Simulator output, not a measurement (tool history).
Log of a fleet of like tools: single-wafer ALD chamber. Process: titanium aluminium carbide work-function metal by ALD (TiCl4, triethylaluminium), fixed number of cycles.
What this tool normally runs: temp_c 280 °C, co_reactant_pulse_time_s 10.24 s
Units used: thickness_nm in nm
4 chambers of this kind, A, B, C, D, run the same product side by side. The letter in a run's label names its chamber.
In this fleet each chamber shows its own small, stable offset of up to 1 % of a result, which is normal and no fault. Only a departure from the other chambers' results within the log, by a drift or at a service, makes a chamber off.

| run | hour | temp_c | co_reactant_pulse_time_s | read-back reference wafer on the same gauge, thickness_nm | thickness_nm |
|---|---|---|---|---|---|
| 1C | 9.5 | 280 | 10.24 | 1.6908 | 1.8455 |
| 2A | 16.0 | 280 | 10.24 | 1.6901 | 1.8319 |
| 3B | 23.8 | 280 | 10.24 | 1.6915 | 1.8372 |
| 4D | 32.5 | 280 | 10.24 | 1.6902 | 1.8215 |
| 5C | 42.6 | 280 | 10.24 | 1.6894 | 1.8386 |
| 6B | 49.5 | 280 | 10.24 | 1.6886 | 1.8517 |
| 7A | 58.9 | 280 | 10.24 | 1.6885 | 1.8357 |
| 8D | 66.0 | 267 | 10.24 | 1.6896 | 1.7266 |
| 9B | 71.3 | 267 | 10.24 | 1.6898 | 1.7261 |
| 10C | 80.8 | 267 | 10.24 | 1.6886 | 1.7361 |
| 11D | 86.6 | 267 | 10.24 | 1.6902 | 1.7302 |
| 12A | 93.1 | 280 | 10.24 | 1.6901 | 1.8256 |
| 13C | 97.8 | 280 | 10.24 | 1.6891 | 1.8466 |
| 14D | 104.9 | 280 | 10.24 | 1.6896 | 1.8252 |
| 15B | 111.7 | 280 | 10.24 | 1.6919 | 1.8422 |
| 16A | 116.5 | 280 | 10.24 | 1.6921 | 1.8118 |
| 17A | 123.9 | 280 | 10.24 | 1.6918 | 1.8389 |
| 18B | 131.2 | 280 | 10.24 | 1.6904 | 1.8415 |
| 19C | 136.9 | 280 | 10.24 | 1.6891 | 1.8456 |
| 20D | 144.1 | 280 | 10.24 | 1.6897 | 1.8171 |
| 21C | 152.2 | 280 | 10.24 | 1.6922 | 1.8358 |
| 22A | 160.6 | 280 | 10.24 | 1.6891 | 1.8239 |
| 23B | 167.6 | 280 | 10.24 | 1.6915 | 1.8363 |
| 24D | 176.6 | 280 | 10.24 | 1.6913 | 1.8213 |
| 25B | 186.6 | 280 | 10.24 | 1.6904 | 1.8531 |
| 26C | 191.6 | 280 | 10.24 | 1.6895 | 1.8227 |
|  | 200.4 | chamber C: thermocouple changed; heater temperature recalibrated |
| 27A | 200.7 | 280 | 10.24 | 1.6879 | 1.8293 |
| 28D | 207.8 | 280 | 13.69 | 1.6889 | 1.8526 |
| 29B | 214.8 | 280 | 13.69 | 1.6919 | 1.8539 |
|  | 218.1 | chamber D: thermocouple changed; heater temperature recalibrated |
| 30C | 224.2 | 280 | 13.69 | 1.6906 | 1.8620 |
| 31A | 228.7 | 280 | 13.69 | 1.6900 | 1.8830 |
| 32D | 233.6 | 280 | 10.24 | 1.6902 | 1.8054 |
| 33C | 242.3 | 280 | 10.24 | 1.6893 | 1.7757 |
| 34B | 248.4 | 280 | 10.24 | 1.6929 | 1.8320 |
| 35D | 253.8 | 280 | 10.24 | 1.6898 | 1.8280 |
| 36A | 260.1 | 280 | 10.24 | 1.6889 | 1.8138 |
| 37A | 266.3 | 280 | 10.24 | 1.6926 | 1.8295 |
| 38B | 275.6 | 280 | 10.24 | 1.6898 | 1.8406 |

Which is it: a chamber that has drifted or been left off by a service, a gauge drift common to all chambers, or only each chamber's usual small offset? If a chamber is off, name it and its likeliest cause.

One chamber, C, drifts off from the rest bit by bit.
Likeliest cause: triethylaluminium dose below that of a fresh bottle (%) = 22.9.

Here are 4 candidates for chamber C's next run, each the usual settings with a change, their results left as question marks. Which one brings its results back in line with what the others give on the usual settings?
In line here means within this much of the mean the other chambers give on the usual settings: thickness_nm 0.0360 nm
| 39C-1 | 282.9 | 277 | 9.15 |  | ? |
| 39C-2 | 282.9 | 296 | 10.24 |  | ? |
| 39C-3 | 282.9 | 288 | 10.24 |  | ? |
| 39C-4 | 282.9 | 264 | 10.24 |  | ? |

Mean of the other chambers on the usual settings: thickness_nm 1.8314 nm
| run | thickness_nm |
|---|---|
| 39C-1 | 1.6971 |
| 39C-2 | 1.8947 |
| 39C-3 | 1.8291 |
| 39C-4 | 1.6355 |
39C-3 is the one that brings the chamber's results back in line with the other chambers.

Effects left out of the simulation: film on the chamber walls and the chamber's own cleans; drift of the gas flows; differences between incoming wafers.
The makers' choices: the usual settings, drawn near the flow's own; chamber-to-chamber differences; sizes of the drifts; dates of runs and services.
